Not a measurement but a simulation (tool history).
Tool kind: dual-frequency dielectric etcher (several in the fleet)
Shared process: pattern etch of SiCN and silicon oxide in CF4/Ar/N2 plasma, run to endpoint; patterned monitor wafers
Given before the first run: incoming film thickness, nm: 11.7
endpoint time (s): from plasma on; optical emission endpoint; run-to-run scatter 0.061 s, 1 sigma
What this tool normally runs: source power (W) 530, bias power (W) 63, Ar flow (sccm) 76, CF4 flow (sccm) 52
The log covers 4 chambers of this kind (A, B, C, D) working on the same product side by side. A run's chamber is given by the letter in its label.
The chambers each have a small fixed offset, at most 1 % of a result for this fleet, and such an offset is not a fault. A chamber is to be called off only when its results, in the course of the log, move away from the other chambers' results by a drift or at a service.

Run 1A, hour 7.5: usual settings. Result: endpoint time (s) 12.455.
Run 2D, hour 15.7: usual settings. Result: endpoint time (s) 12.228.
Run 3B, hour 20.8: usual settings. Result: endpoint time (s) 12.404.
At hour 26.1: chamber C: wet clean of the chamber.
Run 4C, hour 27.8: usual settings. Result: endpoint time (s) 12.254.
Run 5D, hour 34.9: usual settings. Result: endpoint time (s) 12.230.
Run 6A, hour 45.0: usual settings. Result: endpoint time (s) 12.326.
Run 7B, hour 53.2: usual settings but bias power (W) 71, CF4 flow (sccm) 64. Result: endpoint time (s) 11.512.
Run 8C, hour 58.6: usual settings but bias power (W) 71, CF4 flow (sccm) 64. Result: endpoint time (s) 11.592.
Run 9B, hour 64.0: usual settings but bias power (W) 71, CF4 flow (sccm) 64. Result: endpoint time (s) 11.675.
Run 10D, hour 69.9: usual settings but bias power (W) 71, CF4 flow (sccm) 64. Result: endpoint time (s) 11.416.
Run 11A, hour 74.8: usual settings. Result: endpoint time (s) 12.335.
Run 12C, hour 82.1: usual settings. Result: endpoint time (s) 12.402.
Run 13B, hour 90.4: usual settings. Result: endpoint time (s) 12.486.
Run 14C, hour 97.0: usual settings. Result: endpoint time (s) 12.385.
Run 15D, hour 102.3: usual settings. Result: endpoint time (s) 12.222.
Run 16A, hour 110.8: usual settings. Result: endpoint time (s) 12.421.
Run 17A, hour 120.6: usual settings. Result: endpoint time (s) 12.368.
Run 18B, hour 129.9: usual settings. Result: endpoint time (s) 12.429.
Run 19D, hour 137.0: usual settings. Result: endpoint time (s) 12.241.
Run 20C, hour 143.7: usual settings. Result: endpoint time (s) 12.313.
At hour 143.9: chamber B: wet clean of the chamber.
Run 21D, hour 152.2: usual settings. Result: endpoint time (s) 12.194.
Run 22C, hour 159.7: usual settings but source power (W) 640, bias power (W) 71. Result: endpoint time (s) 10.003.
Run 23A, hour 166.9: usual settings but source power (W) 640, bias power (W) 71. Result: endpoint time (s) 10.174.
Run 24B, hour 174.3: usual settings but source power (W) 640, bias power (W) 71. Result: endpoint time (s) 10.052.
Run 25A, hour 182.7: usual settings but source power (W) 640, bias power (W) 71. Result: endpoint time (s) 10.174.
Run 26D, hour 190.1: usual settings. Result: endpoint time (s) 12.426.
Run 27B, hour 197.2: usual settings. Result: endpoint time (s) 12.384.
At hour 203.2: chamber A: wet clean of the chamber.
Run 28C, hour 206.7: usual settings. Result: endpoint time (s) 12.216.
Run 29A, hour 214.8: usual settings. Result: endpoint time (s) 12.557.
Run 30C, hour 220.2: usual settings. Result: endpoint time (s) 12.333.
Run 31B, hour 225.6: usual settings. Result: endpoint time (s) 12.482.
Run 32D, hour 232.8: usual settings. Result: endpoint time (s) 12.427.
Run 33D, hour 238.5: usual settings. Result: endpoint time (s) 12.231.
Run 34C, hour 246.8: usual settings. Result: endpoint time (s) 12.371.
Run 35A, hour 255.5: usual settings. Result: endpoint time (s) 12.645.
Run 36B, hour 266.3: usual settings. Result: endpoint time (s) 12.502.
Run 37B, hour 272.4: usual settings. Result: endpoint time (s) 12.374.
Run 38C, hour 283.1: usual settings. Result: endpoint time (s) 12.359.
Run 39A, hour 291.3: usual settings. Result: endpoint time (s) 12.567.
Run 40D, hour 296.4: usual settings. Result: endpoint time (s) 12.276.
Run 41D, hour 303.7: usual settings. Result: endpoint time (s) 12.305.

For the next run the whole fleet of 4 chambers uses the same settings. Give each chamber's results:
Run 42A, hour 311.5: usual settings but bias power (W) 58. Result: endpoint time (s) ?.
Run 42B, hour 311.5: usual settings but bias power (W) 58. Result: endpoint time (s) ?.
Run 42C, hour 311.5: usual settings but bias power (W) 58. Result: endpoint time (s) ?.
Run 42D, hour 311.5: usual settings but bias power (W) 58. Result: endpoint time (s) ?.

run  endpoint time (s)
42A             13.004
42B             12.729
42C             12.733
42D             12.438
